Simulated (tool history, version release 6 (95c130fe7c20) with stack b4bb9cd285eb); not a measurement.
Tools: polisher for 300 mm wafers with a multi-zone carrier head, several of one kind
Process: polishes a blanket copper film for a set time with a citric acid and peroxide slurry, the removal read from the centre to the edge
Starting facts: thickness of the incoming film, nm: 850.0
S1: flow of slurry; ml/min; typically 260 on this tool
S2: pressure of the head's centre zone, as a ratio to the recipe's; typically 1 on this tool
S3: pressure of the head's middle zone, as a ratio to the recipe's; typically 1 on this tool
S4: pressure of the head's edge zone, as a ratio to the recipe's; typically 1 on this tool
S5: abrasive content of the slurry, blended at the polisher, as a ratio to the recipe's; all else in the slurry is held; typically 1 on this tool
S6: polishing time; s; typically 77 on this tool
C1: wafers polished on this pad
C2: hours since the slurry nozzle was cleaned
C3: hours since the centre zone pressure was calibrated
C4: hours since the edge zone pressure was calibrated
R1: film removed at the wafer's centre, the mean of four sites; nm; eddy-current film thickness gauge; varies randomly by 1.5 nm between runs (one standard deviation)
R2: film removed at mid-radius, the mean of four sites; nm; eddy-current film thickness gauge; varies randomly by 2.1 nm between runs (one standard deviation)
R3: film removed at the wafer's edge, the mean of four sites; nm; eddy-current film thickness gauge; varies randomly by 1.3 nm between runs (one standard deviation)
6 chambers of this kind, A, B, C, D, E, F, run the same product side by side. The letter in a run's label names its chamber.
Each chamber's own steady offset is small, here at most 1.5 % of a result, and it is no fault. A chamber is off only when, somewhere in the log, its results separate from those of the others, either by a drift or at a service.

run 1F hour=7.0 | S1=260 S2=1 S3=1 S4=1 S5=1 S6=77 | C1=184 C2=79.5 C3=637.7 C4=354.8 | R1=206.41 R2=208.18 R3=205.13
run 2C hour=10.4 | S1=260 S2=1 S3=1 S4=1 S5=1 S6=77 | C1=1382 C2=105.1 C3=123.6 C4=136.3 | R1=208.74 R2=201.81 R3=201.20
-- hour=13.2 chamber C: worn pad replaced by a new one
-- hour=16.0 chamber A: worn pad replaced by a new one
run 3E hour=16.3 | S1=260 S2=1 S3=1 S4=1 S5=1 S6=77 | C1=1150 C2=266.0 C3=846.8 C4=304.5 | R1=204.89 R2=206.90 R3=207.08
run 4B hour=22.5 | S1=260 S2=1 S3=1 S4=1 S5=1 S6=77 | C1=275 C2=88.7 C3=124.4 C4=495.8 | R1=203.36 R2=206.79 R3=205.52
run 5D hour=26.9 | S1=260 S2=1 S3=1 S4=1 S5=1 S6=77 | C1=353 C2=116.8 C3=782.8 C4=326.9 | R1=201.30 R2=207.03 R3=205.47
run 6A hour=32.1 | S1=260 S2=1 S3=1 S4=1 S5=1 S6=77 | C1=176 C2=70.1 C3=309.4 C4=433.7 | R1=201.49 R2=207.43 R3=205.72
run 7A hour=38.3 | S1=260 S2=1 S3=1 S4=1 S5=1 S6=77 | C1=244 C2=76.3 C3=315.6 C4=439.9 | R1=202.99 R2=205.71 R3=204.20
-- hour=41.8 chamber E: worn pad replaced by a new one
run 8E hour=43.9 | S1=260 S2=1 S3=1 S4=1 S5=1 S6=77 | C1=23 C2=293.6 C3=874.4 C4=332.1 | R1=206.98 R2=209.28 R3=205.71
run 9F hour=48.7 | S1=260 S2=1 S3=1 S4=1 S5=1 S6=77 | C1=640 C2=121.2 C3=679.4 C4=396.5 | R1=206.33 R2=206.42 R3=204.63
run 10B hour=54.2 | S1=260 S2=1 S3=1 S4=1 S5=1 S6=77 | C1=621 C2=120.4 C3=156.1 C4=527.5 | R1=198.80 R2=206.40 R3=204.46
run 11C hour=58.2 | S1=260 S2=1 S3=1 S4=1 S5=1 S6=77 | C1=491 C2=152.9 C3=171.4 C4=184.1 | R1=204.68 R2=203.06 R3=203.16
-- hour=60.0 chamber E: edge zone pressure recalibrated
-- hour=60.2 chamber B: worn pad replaced by a new one
run 12D hour=62.5 | S1=260 S2=1 S3=1 S4=1 S5=1 S6=77 | C1=742 C2=152.4 C3=818.4 C4=362.5 | R1=202.29 R2=202.66 R3=205.63
run 13C hour=67.0 | S1=260 S2=1 S3=1 S4=1 S5=1 S6=77 | C1=587 C2=161.7 C3=180.2 C4=192.9 | R1=206.39 R2=202.24 R3=204.43
run 14D hour=70.7 | S1=260 S2=1 S3=1 S4=1 S5=1 S6=95 | C1=831 C2=160.6 C3=826.6 C4=370.7 | R1=248.00 R2=249.14 R3=254.74
run 15F hour=75.5 | S1=260 S2=1 S3=1 S4=1 S5=1 S6=95 | C1=933 C2=148.0 C3=706.2 C4=423.3 | R1=253.14 R2=254.98 R3=255.08
run 16B hour=81.7 | S1=260 S2=1 S3=1 S4=1 S5=1 S6=95 | C1=235 C2=147.9 C3=183.6 C4=555.0 | R1=246.14 R2=250.83 R3=256.22
-- hour=85.7 chamber A: worn pad replaced by a new one
run 17A hour=86.3 | S1=260 S2=1 S3=1 S4=1 S5=1 S6=95 | C1=7 C2=124.3 C3=363.6 C4=487.9 | R1=251.53 R2=250.43 R3=253.05
-- hour=86.7 chamber D: worn pad replaced by a new one
-- hour=86.8 chamber F: worn pad replaced by a new one
-- hour=89.4 chamber F: edge zone pressure recalibrated
run 18E hour=91.5 | S1=260 S2=1 S3=1 S4=1 S5=1 S6=95 | C1=543 C2=341.2 C3=922.0 C4=31.5 | R1=252.30 R2=257.80 R3=252.25
run 19C hour=97.2 | S1=260 S2=1 S3=1 S4=1 S5=1 S6=95 | C1=917 C2=191.9 C3=210.4 C4=223.1 | R1=254.41 R2=245.40 R3=248.83
run 20E hour=104.1 | S1=260 S2=1 S3=1 S4=1 S5=1 S6=77 | C1=681 C2=353.8 C3=934.6 C4=44.1 | R1=205.58 R2=205.49 R3=206.67
run 21B hour=108.9 | S1=260 S2=1 S3=1 S4=1 S5=1 S6=77 | C1=532 C2=175.1 C3=210.8 C4=582.2 | R1=198.89 R2=206.46 R3=206.68
run 22D hour=115.3 | S1=260 S2=1 S3=1 S4=1 S5=1 S6=54 | C1=312 C2=205.2 C3=871.2 C4=415.3 | R1=140.95 R2=143.75 R3=144.52
run 23F hour=119.6 | S1=260 S2=1 S3=1 S4=1 S5=1 S6=54 | C1=358 C2=192.1 C3=750.3 C4=30.2 | R1=144.74 R2=146.06 R3=143.62
run 24A hour=124.2 | S1=260 S2=1 S3=1 S4=1 S5=1 S6=54 | C1=421 C2=162.2 C3=401.5 C4=525.8 | R1=142.85 R2=145.98 R3=145.40
-- hour=126.6 chamber B: worn pad replaced by a new one
run 25B hour=129.7 | S1=260 S2=1 S3=1 S4=1 S5=1 S6=54 | C1=34 C2=195.9 C3=231.6 C4=603.0 | R1=136.85 R2=145.98 R3=145.06
run 26A hour=133.2 | S1=260 S2=1 S3=1 S4=1 S5=1 S6=54 | C1=519 C2=171.2 C3=410.5 C4=534.8 | R1=143.72 R2=146.45 R3=142.84
run 27D hour=138.8 | S1=260 S2=1 S3=1 S4=1 S5=1 S6=54 | C1=569 C2=228.7 C3=894.7 C4=438.8 | R1=143.06 R2=144.50 R3=144.10
run 28E hour=142.9 | S1=260 S2=1 S3=1 S4=1 S5=1 S6=77 | C1=1105 C2=392.6 C3=973.4 C4=82.9 | R1=207.23 R2=208.85 R3=205.94
run 29C hour=148.2 | S1=260 S2=1 S3=1 S4=1 S5=1 S6=77 | C1=1474 C2=242.9 C3=261.4 C4=274.1 | R1=207.07 R2=206.83 R3=203.85
-- hour=151.4 chamber A: worn pad replaced by a new one
run 30F hour=153.2 | S1=260 S2=1 S3=1 S4=1 S5=1 S6=77 | C1=725 C2=225.7 C3=783.9 C4=63.8 | R1=205.91 R2=206.86 R3=207.02
run 31F hour=156.5 | S1=260 S2=1 S3=1 S4=1 S5=1 S6=77 | C1=761 C2=229.0 C3=787.2 C4=67.1 | R1=205.28 R2=204.82 R3=204.20
-- hour=158.7 chamber C: worn pad replaced by a new one
-- hour=162.4 chamber E: worn pad replaced by a new one
run 32E hour=163.3 | S1=260 S2=1 S3=1 S4=1 S5=1 S6=77 | C1=10 C2=413.0 C3=993.8 C4=103.3 | R1=206.87 R2=207.44 R3=205.85
run 33C hour=166.8 | S1=260 S2=1 S3=1 S4=1 S5=1 S6=77 | C1=88 C2=261.5 C3=280.0 C4=292.7 | R1=206.23 R2=201.33 R3=204.76
run 34B hour=170.3 | S1=260 S2=1 S3=1 S4=1 S5=1 S6=77 | C1=477 C2=236.5 C3=272.2 C4=643.6 | R1=191.65 R2=208.86 R3=205.32
run 35D hour=177.0 | S1=260 S2=1 S3=1 S4=1 S5=1 S6=77 | C1=986 C2=266.9 C3=932.9 C4=477.0 | R1=205.31 R2=202.49 R3=205.26
run 36A hour=181.6 | S1=260 S2=1 S3=1 S4=1 S5=1 S6=77 | C1=329 C2=219.6 C3=458.9 C4=583.2 | R1=205.00 R2=208.52 R3=205.14
run 37D hour=186.6 | S1=260 S2=1 S3=1 S4=1 S5=1 S6=77 | C1=1091 C2=276.5 C3=942.5 C4=486.6 | R1=202.20 R2=205.42 R3=207.53
run 38C hour=191.3 | S1=260 S2=1 S3=1 S4=1 S5=1 S6=77 | C1=356 C2=286.0 C3=304.5 C4=317.2 | R1=209.59 R2=202.37 R3=202.34

For the next run the whole fleet of 6 chambers uses the same settings. Give each chamber's results:
run 39A hour=196.3 | S1=260 S2=1 S3=1 S4=1 S5=1 S6=77 | R1=? R2=? R3=?
run 39B hour=196.3 | S1=260 S2=1 S3=1 S4=1 S5=1 S6=77 | R1=? R2=? R3=?
run 39C hour=196.3 | S1=260 S2=1 S3=1 S4=1 S5=1 S6=77 | R1=? R2=? R3=?
run 39D hour=196.3 | S1=260 S2=1 S3=1 S4=1 S5=1 S6=77 | R1=? R2=? R3=?
run 39E hour=196.3 | S1=260 S2=1 S3=1 S4=1 S5=1 S6=77 | R1=? R2=? R3=?
run 39F hour=196.3 | S1=260 S2=1 S3=1 S4=1 S5=1 S6=77 | R1=? R2=? R3=?

run=39A R1=202.94 R2=206.75 R3=204.41
run=39B R1=191.45 R2=203.71 R3=207.04
run=39C R1=209.18 R2=202.81 R3=202.90
run=39D R1=201.65 R2=205.25 R3=206.75
run=39E R1=209.28 R2=205.32 R3=207.24
run=39F R1=207.90 R2=207.01 R3=207.16

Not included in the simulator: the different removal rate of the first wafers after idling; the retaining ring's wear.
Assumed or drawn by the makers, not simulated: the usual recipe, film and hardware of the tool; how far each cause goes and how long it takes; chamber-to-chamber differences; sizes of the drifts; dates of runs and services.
